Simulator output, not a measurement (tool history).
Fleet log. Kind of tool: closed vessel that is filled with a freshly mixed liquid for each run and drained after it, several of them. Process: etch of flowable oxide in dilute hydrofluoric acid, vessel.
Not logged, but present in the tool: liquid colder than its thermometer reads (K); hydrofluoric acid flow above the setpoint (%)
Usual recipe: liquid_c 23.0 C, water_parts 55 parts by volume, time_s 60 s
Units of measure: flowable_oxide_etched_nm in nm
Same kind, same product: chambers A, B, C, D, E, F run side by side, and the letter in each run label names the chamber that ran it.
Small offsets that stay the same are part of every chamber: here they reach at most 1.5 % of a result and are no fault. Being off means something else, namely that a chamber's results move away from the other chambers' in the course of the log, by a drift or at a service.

run,hour,liquid_c,water_parts,time_s,hours since the thermometer was replaced,hours since the hydrofluoric acid flow meter was replaced,"read-back film thickness of the flowable oxide reference wafer, read on the same gauge (nm)",flowable_oxide_etched_nm
1B,6.6,23.0,55,60,858.4,1670.4,110.00,42.005
# hour 10.9: chamber E: thermometer replaced
2F,15.2,23.0,55,60,1361.3,405.6,110.01,41.656
# hour 23.7: chamber F: thermometer replaced
3A,28.1,23.0,55,60,1311.2,1833.3,110.03,42.252
4D,35.0,23.0,55,60,1116.0,746.6,110.01,41.281
5C,46.0,23.0,55,60,621.2,877.6,110.01,42.257
6E,58.2,23.0,55,30,47.3,581.3,109.97,20.676
7D,70.5,23.0,55,30,1151.5,782.1,109.97,20.911
8A,81.9,23.0,55,30,1365.0,1887.1,109.97,20.788
9B,92.8,23.0,55,30,944.6,1756.6,110.00,21.123
10E,103.9,23.0,55,30,93.0,627.0,109.99,20.599
11C,116.1,23.0,55,30,691.3,947.7,109.99,20.578
12F,123.8,23.0,55,60,100.1,514.2,109.98,42.128
13A,133.6,23.0,55,60,1416.7,1938.8,109.98,42.122
14F,145.2,23.0,25,60,121.5,535.6,110.03,95.679
15D,156.4,23.0,25,60,1237.4,868.0,109.97,94.092
16E,163.5,23.0,25,60,152.6,686.6,110.02,95.574
# hour 167.2: chamber A: hydrofluoric acid flow meter replaced
17B,170.7,23.0,25,60,1022.5,1834.5,110.01,96.801
# hour 173.3: chamber F: hydrofluoric acid flow meter replaced
18C,181.5,23.0,25,60,756.7,1013.1,110.01,94.953
19E,194.3,23.0,25,60,183.4,717.4,110.00,95.720
20C,201.1,23.0,55,60,776.3,1032.7,110.00,40.972
21A,213.1,23.0,55,60,1496.2,45.9,110.02,41.925
22F,225.5,23.0,55,60,201.8,52.3,109.98,42.299
23D,237.5,23.0,55,60,1318.5,949.1,109.99,41.477
24B,244.8,26.0,55,30,1096.6,1908.6,109.98,23.867
25D,251.2,26.0,55,30,1332.2,962.8,109.99,23.725
26F,261.8,26.0,55,30,238.1,88.6,109.95,23.948
27E,270.6,26.0,55,30,259.7,793.7,110.01,23.402
28A,282.8,26.0,55,30,1565.9,115.6,109.99,23.775
29C,295.9,26.0,55,30,871.1,1127.5,110.02,22.486
# hour 298.5: chamber D: hydrofluoric acid flow meter replaced
30B,307.4,23.0,55,60,1159.2,1971.2,109.99,42.060
31C,316.7,23.0,55,60,891.9,1148.3,110.00,39.863
32F,329.6,23.0,70,60,305.9,156.4,109.99,32.474
33E,336.0,23.0,70,60,325.1,859.1,110.02,31.848
34A,344.0,23.0,70,60,1627.1,176.8,109.98,32.438
35D,355.3,23.0,70,60,1436.3,56.9,110.01,32.308
36B,364.2,23.0,70,60,1216.0,2028.0,110.06,32.171
37A,373.0,23.0,70,60,1656.1,205.8,109.98,32.292
38C,386.0,23.0,55,60,961.2,1217.6,109.98,39.312
39E,398.7,23.0,55,60,387.8,921.8,109.99,41.095
40F,404.8,23.0,55,60,381.1,231.6,109.97,42.370

All chambers now run identical settings, listed one chamber a line with results as question marks. What results will each chamber show?
41A,414.9,18.5,55,60,,,,?
41B,414.9,18.5,55,60,,,,?
41C,414.9,18.5,55,60,,,,?
41D,414.9,18.5,55,60,,,,?
41E,414.9,18.5,55,60,,,,?
41F,414.9,18.5,55,60,,,,?

run,flowable_oxide_etched_nm
41A,34.783
41B,34.631
41C,32.229
41D,34.244
41E,34.064
41F,35.044
